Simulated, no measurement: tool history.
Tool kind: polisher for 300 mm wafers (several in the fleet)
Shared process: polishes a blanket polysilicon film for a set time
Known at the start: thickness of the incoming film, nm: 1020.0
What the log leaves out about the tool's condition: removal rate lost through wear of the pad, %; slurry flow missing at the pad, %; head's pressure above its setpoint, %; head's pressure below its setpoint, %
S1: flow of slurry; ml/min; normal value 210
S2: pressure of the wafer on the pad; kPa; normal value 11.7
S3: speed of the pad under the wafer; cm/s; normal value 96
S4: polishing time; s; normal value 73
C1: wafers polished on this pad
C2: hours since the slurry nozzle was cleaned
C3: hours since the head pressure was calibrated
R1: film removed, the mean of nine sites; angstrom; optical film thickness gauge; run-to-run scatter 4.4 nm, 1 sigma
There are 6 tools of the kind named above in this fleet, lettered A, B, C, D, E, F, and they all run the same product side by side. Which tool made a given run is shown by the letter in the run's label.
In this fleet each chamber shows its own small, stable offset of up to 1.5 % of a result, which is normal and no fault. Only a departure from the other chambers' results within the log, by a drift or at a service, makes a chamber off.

Run 1B, hour 12.6: usual settings; C1 800; C2 276.1; C3 667.6. Result: R1 3050.5 angstrom.
At hour 17.1: chamber F: worn pad replaced by a new one.
Run 2D, hour 24.2: usual settings; C1 702; C2 249.8; C3 257.1. Result: R1 3091.6 angstrom.
At hour 35.8: chamber E: worn pad replaced by a new one.
Run 3E, hour 38.8: usual settings; C1 30; C2 175.2; C3 308.9. Result: R1 2978.8 angstrom.
Run 4A, hour 46.8: usual settings; C1 647; C2 369.4; C3 591.5. Result: R1 3057.8 angstrom.
Run 5F, hour 54.5: usual settings; C1 377; C2 212.7; C3 586.3. Result: R1 3046 angstrom.
At hour 57.4: chamber C: worn pad replaced by a new one.
At hour 58.2: chamber E: slurry nozzle cleaned.
At hour 58.2: chamber A: worn pad replaced by a new one.
At hour 62.3: chamber B: worn pad replaced by a new one.
Run 6C, hour 65.6: usual settings; C1 82; C2 504.2; C3 262.9. Result: R1 3038.4 angstrom.
At hour 72.6: chamber D: slurry nozzle cleaned.
At hour 76.9: chamber D: worn pad replaced by a new one.
Run 7E, hour 77.3: usual settings; C1 418; C2 19.1; C3 347.4. Result: R1 3035.1 angstrom.
Run 8F, hour 88.9: usual settings but S3 84 cm/s; C1 724; C2 247.1; C3 620.7. Result: R1 2698.8 angstrom.
Run 9D, hour 101.9: usual settings but S3 84 cm/s; C1 252; C2 29.4; C3 334.8. Result: R1 2594.6 angstrom.
At hour 108.3: chamber F: worn pad replaced by a new one.
Run 10A, hour 115: usual settings but S3 84 cm/s; C1 573; C2 437.6; C3 659.7. Result: R1 2607.2 angstrom.
Run 11B, hour 127.7: usual settings but S3 84 cm/s; C1 660; C2 391.2; C3 782.7. Result: R1 2679.9 angstrom.
Run 12C, hour 134.9: usual settings but S3 84 cm/s; C1 781; C2 573.5; C3 332.2. Result: R1 2623.7 angstrom.
Run 13F, hour 142.7: usual settings but S3 84 cm/s; C1 347; C2 300.9; C3 674.5. Result: R1 2631.6 angstrom.
At hour 143.1: chamber C: worn pad replaced by a new one.
At hour 144.6: chamber E: worn pad replaced by a new one.
At hour 147.9: chamber A: worn pad replaced by a new one.
Run 14D, hour 150.4: usual settings; C1 741; C2 77.9; C3 383.3. Result: R1 3072.8 angstrom.
Run 15A, hour 161.4: usual settings but S3 84 cm/s; C1 136; C2 484; C3 706.1. Result: R1 2735.7 angstrom.
Run 16C, hour 169.5: usual settings but S3 84 cm/s; C1 266; C2 608.1; C3 366.8. Result: R1 2712.7 angstrom.
Run 17B, hour 179.3: usual settings but S3 84 cm/s; C1 1180; C2 442.8; C3 834.3. Result: R1 2661.9 angstrom.
At hour 179.8: chamber B: worn pad replaced by a new one.
At hour 180.7: chamber C: head pressure recalibrated.
At hour 181.9: chamber F: worn pad replaced by a new one.
Run 18E, hour 194: usual settings but S3 84 cm/s; C1 499; C2 135.8; C3 464.1. Result: R1 2614.4 angstrom.
Run 19A, hour 205.5: usual settings but S3 84 cm/s; C1 581; C2 528.1; C3 750.2. Result: R1 2649.1 angstrom.
At hour 214.6: chamber D: worn pad replaced by a new one.
Run 20D, hour 215.2: usual settings but S3 84 cm/s; C1 7; C2 142.7; C3 448.1. Result: R1 2629.4 angstrom.
At hour 221.3: chamber C: worn pad replaced by a new one.
Run 21E, hour 223.5: usual settings; C1 796; C2 165.3; C3 493.6. Result: R1 3094.1 angstrom.
At hour 230: chamber A: worn pad replaced by a new one.
Run 22C, hour 232.6: usual settings; C1 114; C2 671.2; C3 52. Result: R1 3024.1 angstrom.
Run 23B, hour 243.4: usual settings; C1 641; C2 506.9; C3 898.4. Result: R1 3112.3 angstrom.
At hour 249.6: chamber E: worn pad replaced by a new one.
At hour 253.5: chamber E: slurry nozzle cleaned.
Run 24F, hour 258.4: usual settings; C1 772; C2 416.6; C3 790.2. Result: R1 2990.1 angstrom.
Run 25D, hour 271.3: usual settings; C1 572; C2 198.8; C3 504.2. Result: R1 3043.3 angstrom.
At hour 272.9: chamber F: worn pad replaced by a new one.
Run 26B, hour 283.4: usual settings but S3 66 cm/s; C1 1044; C2 546.9; C3 938.4. Result: R1 2076.6 angstrom.
Run 27A, hour 290.6: usual settings but S3 66 cm/s; C1 611; C2 613.2; C3 835.3. Result: R1 2114.9 angstrom.
Run 28F, hour 304.9: usual settings but S3 66 cm/s; C1 323; C2 463.1; C3 836.7. Result: R1 2068.6 angstrom.
At hour 307.9: chamber C: worn pad replaced by a new one.
Run 29C, hour 313.9: usual settings but S3 66 cm/s; C1 61; C2 752.5; C3 133.3. Result: R1 2071 angstrom.
At hour 314.3: chamber A: worn pad replaced by a new one.
At hour 326.8: chamber B: worn pad replaced by a new one.
Run 30E, hour 328.7: usual settings but S3 66 cm/s; C1 798; C2 75.2; C3 598.8. Result: R1 2080.4 angstrom.
At hour 336.5: chamber F: slurry nozzle cleaned.
At hour 337.9: chamber E: worn pad replaced by a new one.
Run 31D, hour 338.2: usual settings but S3 66 cm/s; C1 1247; C2 265.7; C3 571.1. Result: R1 2060.2 angstrom.
Run 32A, hour 353.2: usual settings; C1 393; C2 675.8; C3 897.9. Result: R1 3085.5 angstrom.
At hour 355.8: chamber F: worn pad replaced by a new one.
Run 33F, hour 361: usual settings; C1 53; C2 24.6; C3 892.8. Result: R1 3035.1 angstrom.
Run 34E, hour 374.7: usual settings; C1 372; C2 121.2; C3 644.8. Result: R1 2954.9 angstrom.
At hour 384.8: chamber C: worn pad replaced by a new one.
Run 35C, hour 388.2: usual settings; C1 34; C2 826.8; C3 207.6. Result: R1 3041.8 angstrom.
Run 36B, hour 398.5: usual settings; C1 723; C2 662; C3 1053.5. Result: R1 3077.2 angstrom.

Next, every chamber runs the same settings. What will each give?
Run 37A, hour 409.2: usual settings. Result: R1 ?.
Run 37B, hour 409.2: usual settings. Result: R1 ?.
Run 37C, hour 409.2: usual settings. Result: R1 ?.
Run 37D, hour 409.2: usual settings. Result: R1 ?.
Run 37E, hour 409.2: usual settings. Result: R1 ?.
Run 37F, hour 409.2: usual settings. Result: R1 ?.

run      R1
37A  3053.2
37B  3025.7
37C  2941.2
37D  3034.7
37E  2984.9
37F  3093.4
